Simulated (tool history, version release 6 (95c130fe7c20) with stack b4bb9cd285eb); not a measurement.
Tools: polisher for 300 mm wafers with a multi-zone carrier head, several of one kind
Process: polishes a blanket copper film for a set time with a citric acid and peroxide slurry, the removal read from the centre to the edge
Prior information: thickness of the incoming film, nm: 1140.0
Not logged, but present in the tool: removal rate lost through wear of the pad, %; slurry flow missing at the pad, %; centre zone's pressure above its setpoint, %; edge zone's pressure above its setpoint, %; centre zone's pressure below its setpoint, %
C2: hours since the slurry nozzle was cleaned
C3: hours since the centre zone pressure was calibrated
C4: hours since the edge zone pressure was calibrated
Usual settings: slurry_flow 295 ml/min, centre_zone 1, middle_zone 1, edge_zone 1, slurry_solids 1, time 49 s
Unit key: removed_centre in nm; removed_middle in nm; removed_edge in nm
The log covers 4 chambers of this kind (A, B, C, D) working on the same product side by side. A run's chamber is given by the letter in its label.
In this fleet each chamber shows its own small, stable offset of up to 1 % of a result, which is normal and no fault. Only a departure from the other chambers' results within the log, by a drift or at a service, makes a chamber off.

Run 1B, day 0.208: usual settings; wafers polished on this pad 496; C2 347.6; C3 1020.8; C4 319.2. Result: removed_centre 121.91 nm, removed_middle 127.11 nm, removed_edge 124.09 nm.
Run 2A, day 0.471: usual settings; wafers polished on this pad 191; C2 319; C3 425; C4 1115.9. Result: removed_centre 125.49 nm, removed_middle 128.11 nm, removed_edge 124.36 nm.
At day 0.667: chamber B: worn pad replaced by a new one.
Run 3C, day 0.721: usual settings; wafers polished on this pad 306; C2 865.3; C3 452.8; C4 289.6. Result: removed_centre 124.28 nm, removed_middle 121.04 nm, removed_edge 123.95 nm.
Run 4D, day 1.004: usual settings; wafers polished on this pad 620; C2 146.7; C3 360.7; C4 355.1. Result: removed_centre 121.56 nm, removed_middle 127.69 nm, removed_edge 123.02 nm.
Run 5A, day 1.279: usual settings; wafers polished on this pad 441; C2 338.4; C3 444.4; C4 1135.3. Result: removed_centre 123.65 nm, removed_middle 127.02 nm, removed_edge 126.6 nm.
At day 1.333: chamber A: edge zone pressure recalibrated.
Run 6C, day 1.633: usual settings; wafers polished on this pad 589; C2 887.2; C3 474.7; C4 311.5. Result: removed_centre 122.31 nm, removed_middle 125.58 nm, removed_edge 124.7 nm.
At day 1.842: chamber D: centre zone pressure recalibrated.
Run 7B, day 1.95: usual settings; wafers polished on this pad 397; C2 389.4; C3 1062.6; C4 361. Result: removed_centre 126.53 nm, removed_middle 123.59 nm, removed_edge 123.73 nm.
At day 2: chamber C: worn pad replaced by a new one.
At day 2.192: chamber A: worn pad replaced by a new one.
At day 2.296: chamber D: edge zone pressure recalibrated.
Run 8D, day 2.338: usual settings; wafers polished on this pad 1032; C2 178.7; C3 12; C4 1.1. Result: removed_centre 121.88 nm, removed_middle 123.93 nm, removed_edge 122.2 nm.
At day 2.404: chamber D: worn pad replaced by a new one.
Run 9D, day 2.596: usual settings; wafers polished on this pad 59; C2 184.9; C3 18.2; C4 7.3. Result: removed_centre 125.97 nm, removed_middle 124.47 nm, removed_edge 124.33 nm.
At day 2.688: chamber B: worn pad replaced by a new one.
Run 10A, day 2.988: usual settings; wafers polished on this pad 246; C2 379.4; C3 485.4; C4 39.7. Result: removed_centre 122.55 nm, removed_middle 124.61 nm, removed_edge 124.12 nm.
At day 3.179: chamber A: slurry nozzle cleaned.
Run 11B, day 3.338: usual settings; wafers polished on this pad 201; C2 422.7; C3 1095.9; C4 394.3. Result: removed_centre 124.19 nm, removed_middle 126.54 nm, removed_edge 123.3 nm.
Run 12C, day 3.667: usual settings; wafers polished on this pad 515; C2 936; C3 523.5; C4 360.3. Result: removed_centre 124.01 nm, removed_middle 127.26 nm, removed_edge 124.09 nm.
Run 13A, day 3.933: usual settings; wafers polished on this pad 538; C2 18.1; C3 508.1; C4 62.4. Result: removed_centre 127.42 nm, removed_middle 126.83 nm, removed_edge 124.41 nm.
Run 14B, day 4.212: usual settings; wafers polished on this pad 472; C2 443.7; C3 1116.9; C4 415.3. Result: removed_centre 120.39 nm, removed_middle 124.34 nm, removed_edge 124.11 nm.
At day 4.217: chamber C: worn pad replaced by a new one.
Run 15C, day 4.442: usual settings; wafers polished on this pad 70; C2 954.6; C3 542.1; C4 378.9. Result: removed_centre 126.7 nm, removed_middle 120.83 nm, removed_edge 123.42 nm.
At day 4.667: chamber B: worn pad replaced by a new one.
At day 4.733: chamber B: edge zone pressure recalibrated.
Run 16D, day 4.825: usual settings; wafers polished on this pad 748; C2 238.4; C3 71.7; C4 60.8. Result: removed_centre 125.39 nm, removed_middle 124.96 nm, removed_edge 123.73 nm.
At day 4.854: chamber A: worn pad replaced by a new one.
Run 17D, day 5: usual settings; wafers polished on this pad 802; C2 242.6; C3 75.9; C4 65. Result: removed_centre 121.61 nm, removed_middle 123.28 nm, removed_edge 121.67 nm.
Run 18A, day 5.258: usual settings; wafers polished on this pad 125; C2 49.9; C3 539.9; C4 94.2. Result: removed_centre 123.99 nm, removed_middle 120.18 nm, removed_edge 126.88 nm.
Run 19C, day 5.558: usual settings; wafers polished on this pad 415; C2 981.4; C3 568.9; C4 405.7. Result: removed_centre 125.01 nm, removed_middle 122.66 nm, removed_edge 125.27 nm.
At day 5.771: chamber D: worn pad replaced by a new one.
Run 20B, day 5.829: usual settings but middle_zone 0.91; wafers polished on this pad 360; C2 482.5; C3 1155.7; C4 26.3. Result: removed_centre 122.58 nm, removed_middle 114.74 nm, removed_edge 121.33 nm.
At day 5.929: chamber C: slurry nozzle cleaned.
Run 21C, day 6.183: usual settings but middle_zone 0.91; wafers polished on this pad 608; C2 6.1; C3 583.9; C4 420.7. Result: removed_centre 124.26 nm, removed_middle 114.25 nm, removed_edge 126.25 nm.
At day 6.342: chamber C: worn pad replaced by a new one.
Run 22D, day 6.446: usual settings but middle_zone 0.91; wafers polished on this pad 208; C2 277.3; C3 110.6; C4 99.7. Result: removed_centre 124.28 nm, removed_middle 115.78 nm, removed_edge 123.76 nm.
At day 6.554: chamber B: centre zone pressure recalibrated.
At day 6.567: chamber D: slurry nozzle cleaned.
At day 6.771: chamber B: worn pad replaced by a new one.
Run 23B, day 6.779: usual settings but middle_zone 0.91; wafers polished on this pad 3; C2 505.3; C3 5.4; C4 49.1. Result: removed_centre 132.94 nm, removed_middle 114.25 nm, removed_edge 122.29 nm.
Run 24A, day 7.05: usual settings; wafers polished on this pad 679; C2 92.9; C3 582.9; C4 137.2. Result: removed_centre 126.64 nm, removed_middle 127.5 nm, removed_edge 125.11 nm.
At day 7.221: chamber A: worn pad replaced by a new one.
Run 25A, day 7.392: usual settings; wafers polished on this pad 53; C2 101.1; C3 591.1; C4 145.4. Result: removed_centre 124.59 nm, removed_middle 121.07 nm, removed_edge 123.92 nm.
Run 26D, day 7.779: usual settings; wafers polished on this pad 621; C2 29.2; C3 142.6; C4 131.7. Result: removed_centre 123.2 nm, removed_middle 126.36 nm, removed_edge 123.36 nm.
Run 27C, day 8.125: usual settings; wafers polished on this pad 551; C2 52.7; C3 630.5; C4 467.3. Result: removed_centre 124.25 nm, removed_middle 123.45 nm, removed_edge 126.18 nm.
At day 8.462: chamber C: worn pad replaced by a new one.
Run 28B, day 8.492: usual settings; wafers polished on this pad 532; C2 546.4; C3 46.5; C4 90.2. Result: removed_centre 131.42 nm, removed_middle 125.88 nm, removed_edge 121.23 nm.
Run 29C, day 8.712: usual settings; wafers polished on this pad 77; C2 66.8; C3 644.6; C4 481.4. Result: removed_centre 127.63 nm, removed_middle 124.98 nm, removed_edge 122.8 nm.
At day 8.808: chamber B: worn pad replaced by a new one.
Run 30D, day 8.962: usual settings but edge_zone 1.05, slurry_solids 1.15; wafers polished on this pad 986; C2 57.6; C3 171; C4 160.1. Result: removed_centre 124.21 nm, removed_middle 126.22 nm, removed_edge 133.27 nm.
Run 31B, day 9.246: usual settings but edge_zone 1.05, slurry_solids 1.15; wafers polished on this pad 136; C2 564.5; C3 64.6; C4 108.3. Result: removed_centre 140.34 nm, removed_middle 124.5 nm, removed_edge 131.34 nm.
At day 9.279: chamber D: worn pad replaced by a new one.
Run 32A, day 9.512: usual settings but edge_zone 1.05, slurry_solids 1.15; wafers polished on this pad 708; C2 152; C3 642; C4 196.3. Result: removed_centre 127.73 nm, removed_middle 129.55 nm, removed_edge 130.33 nm.
Run 33A, day 9.712: usual settings but edge_zone 1.05, slurry_solids 1.15; wafers polished on this pad 770; C2 156.8; C3 646.8; C4 201.1. Result: removed_centre 128.91 nm, removed_middle 128.07 nm, removed_edge 132.63 nm.
Run 34B, day 10.038: usual settings but edge_zone 1.1, time 60 s; wafers polished on this pad 380; C2 583.5; C3 83.6; C4 127.3. Result: removed_centre 168.26 nm, removed_middle 152.24 nm, removed_edge 156.67 nm.
Run 35D, day 10.388: usual settings but edge_zone 1.1, time 60 s; wafers polished on this pad 343; C2 91.8; C3 205.2; C4 194.3. Result: removed_centre 152.65 nm, removed_middle 157.13 nm, removed_edge 161.3 nm.
Run 36C, day 10.646: usual settings but edge_zone 1.1, time 60 s; wafers polished on this pad 675; C2 113.2; C3 691; C4 527.8. Result: removed_centre 150.54 nm, removed_middle 150.54 nm, removed_edge 159.51 nm.

Next, all 4 chambers run the settings below, one line each with question marks for the results. What does each chamber give?
Run 37A, day 10.925: usual settings but middle_zone 0.94. Result: removed_centre ?, removed_middle ?, removed_edge ?.
Run 37B, day 10.925: usual settings but middle_zone 0.94. Result: removed_centre ?, removed_middle ?, removed_edge ?.
Run 37C, day 10.925: usual settings but middle_zone 0.94. Result: removed_centre ?, removed_middle ?, removed_edge ?.
Run 37D, day 10.925: usual settings but middle_zone 0.94. Result: removed_centre ?, removed_middle ?, removed_edge ?.

run  removed_centre  removed_middle  removed_edge
37A          125.25          117.28        122.76
37B          129.72          118.23           120
37C          125.14          116.77        125.93
37D          125.52           116.2        126.39
